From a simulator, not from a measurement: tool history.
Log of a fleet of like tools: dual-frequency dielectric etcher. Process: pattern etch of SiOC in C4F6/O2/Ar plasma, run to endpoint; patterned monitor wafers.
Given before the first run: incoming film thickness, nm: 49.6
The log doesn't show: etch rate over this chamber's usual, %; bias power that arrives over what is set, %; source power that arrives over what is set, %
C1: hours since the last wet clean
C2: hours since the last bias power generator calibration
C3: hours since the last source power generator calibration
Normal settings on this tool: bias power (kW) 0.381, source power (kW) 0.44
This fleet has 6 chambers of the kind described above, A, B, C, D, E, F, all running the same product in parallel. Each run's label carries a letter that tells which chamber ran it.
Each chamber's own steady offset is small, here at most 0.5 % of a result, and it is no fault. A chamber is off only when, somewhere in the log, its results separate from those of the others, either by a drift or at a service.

Run 1E, hour 7.9: usual settings; C1 443.2; C2 1674.3; C3 1510. Result: endpoint time (s) 17.656.
Run 2F, hour 15.7: usual settings; C1 126.8; C2 169.7; C3 2525.8. Result: endpoint time (s) 17.822.
Run 3B, hour 28: usual settings; C1 149.6; C2 2288.9; C3 1876.9. Result: endpoint time (s) 17.452.
Run 4C, hour 42.4: usual settings; C1 476.5; C2 1468; C3 1425.9. Result: endpoint time (s) 17.955.
At hour 44.2: chamber A: wet clean of the chamber.
At hour 45.2: chamber B: source power generator calibrated.
Run 5A, hour 52.4: usual settings; C1 8.2; C2 1734.9; C3 2602.6. Result: endpoint time (s) 17.906.
At hour 55.1: chamber E: wet clean of the chamber.
Run 6D, hour 63.5: usual settings; C1 545.6; C2 110.3; C3 2416.8. Result: endpoint time (s) 17.711.
At hour 70.1: chamber C: wet clean of the chamber.
Run 7C, hour 74.5: usual settings; C1 4.4; C2 1500.1; C3 1458. Result: endpoint time (s) 17.775.
Run 8E, hour 81: usual settings; C1 25.9; C2 1747.4; C3 1583.1. Result: endpoint time (s) 17.854.
At hour 82.4: chamber E: bias power generator calibrated.
Run 9F, hour 88.6: usual settings; C1 199.7; C2 242.6; C3 2598.7. Result: endpoint time (s) 17.852.
Run 10D, hour 100.5: usual settings; C1 582.6; C2 147.3; C3 2453.8. Result: endpoint time (s) 17.805.
At hour 104.7: chamber B: bias power generator calibrated.
Run 11A, hour 109.9: usual settings; C1 65.7; C2 1792.4; C3 2660.1. Result: endpoint time (s) 17.895.
Run 12B, hour 119.2: usual settings; C1 240.8; C2 14.6; C3 74.1. Result: endpoint time (s) 17.669.
At hour 126.3: chamber D: wet clean of the chamber.
Run 13E, hour 129: usual settings but source power (kW) 0.51; C1 73.9; C2 46.7; C3 1631.1. Result: endpoint time (s) 16.839.
Run 14F, hour 142: usual settings but source power (kW) 0.51; C1 253.1; C2 296; C3 2652.1. Result: endpoint time (s) 16.718.
Run 15B, hour 153: usual settings but source power (kW) 0.51; C1 274.6; C2 48.4; C3 107.9. Result: endpoint time (s) 16.793.
Run 16D, hour 163.2: usual settings but source power (kW) 0.51; C1 37; C2 210; C3 2516.5. Result: endpoint time (s) 16.843.
Run 17A, hour 176.3: usual settings but source power (kW) 0.51; C1 132.1; C2 1858.8; C3 2726.5. Result: endpoint time (s) 16.973.
Run 18C, hour 188.2: usual settings but source power (kW) 0.51; C1 118.1; C2 1613.8; C3 1571.7. Result: endpoint time (s) 16.738.
Run 19B, hour 201.2: usual settings; C1 322.8; C2 96.6; C3 156.1. Result: endpoint time (s) 17.639.
Run 20A, hour 214.4: usual settings; C1 170.2; C2 1896.9; C3 2764.6. Result: endpoint time (s) 17.708.
Run 21F, hour 223.5: usual settings; C1 334.6; C2 377.5; C3 2733.6. Result: endpoint time (s) 17.915.
Run 22C, hour 233.6: usual settings; C1 163.5; C2 1659.2; C3 1617.1. Result: endpoint time (s) 17.841.
Run 23E, hour 246: usual settings; C1 190.9; C2 163.7; C3 1748.1. Result: endpoint time (s) 17.758.
Run 24D, hour 254.7: usual settings; C1 128.5; C2 301.5; C3 2608. Result: endpoint time (s) 17.679.
At hour 262: chamber B: wet clean of the chamber.
Run 25C, hour 263.3: usual settings; C1 193.2; C2 1688.9; C3 1646.8. Result: endpoint time (s) 17.791.
Run 26D, hour 273.5: usual settings; C1 147.3; C2 320.3; C3 2626.8. Result: endpoint time (s) 17.728.
Run 27F, hour 285.8: usual settings; C1 396.9; C2 439.8; C3 2795.9. Result: endpoint time (s) 17.991.
Run 28B, hour 298.3: usual settings; C1 36.3; C2 193.7; C3 253.2. Result: endpoint time (s) 17.693.
Run 29E, hour 305.9: usual settings; C1 250.8; C2 223.6; C3 1808. Result: endpoint time (s) 17.868.
Run 30A, hour 317.4: usual settings; C1 273.2; C2 1999.9; C3 2867.6. Result: endpoint time (s) 17.876.
Run 31A, hour 331.3: usual settings; C1 287.1; C2 2013.8; C3 2881.5. Result: endpoint time (s) 17.809.
At hour 339.7: chamber F: source power generator calibrated.
Run 32B, hour 344.6: usual settings; C1 82.6; C2 240; C3 299.5. Result: endpoint time (s) 17.73.
Run 33C, hour 355.7: usual settings; C1 285.6; C2 1781.3; C3 1739.2. Result: endpoint time (s) 17.789.
Run 34E, hour 367.9: usual settings; C1 312.8; C2 285.6; C3 1870. Result: endpoint time (s) 17.579.
Run 35F, hour 378.9: usual settings; C1 490; C2 532.9; C3 39.2. Result: endpoint time (s) 17.914.
Run 36D, hour 387.4: usual settings; C1 261.2; C2 434.2; C3 2740.7. Result: endpoint time (s) 17.722.
Run 37A, hour 400.6: usual settings; C1 356.4; C2 2083.1; C3 2950.8. Result: endpoint time (s) 17.849.
Run 38E, hour 408: usual settings; C1 352.9; C2 325.7; C3 1910.1. Result: endpoint time (s) 17.678.
Run 39D, hour 417.8: usual settings; C1 291.6; C2 464.6; C3 2771.1. Result: endpoint time (s) 17.837.

Which is it: a chamber that has drifted or been left off by a service, a gauge drift common to all chambers, or only each chamber's usual small offset? If a chamber is off, name it and its likeliest cause.

Beyond each chamber's small constant offset nothing stands out, and the gauge stays steady.

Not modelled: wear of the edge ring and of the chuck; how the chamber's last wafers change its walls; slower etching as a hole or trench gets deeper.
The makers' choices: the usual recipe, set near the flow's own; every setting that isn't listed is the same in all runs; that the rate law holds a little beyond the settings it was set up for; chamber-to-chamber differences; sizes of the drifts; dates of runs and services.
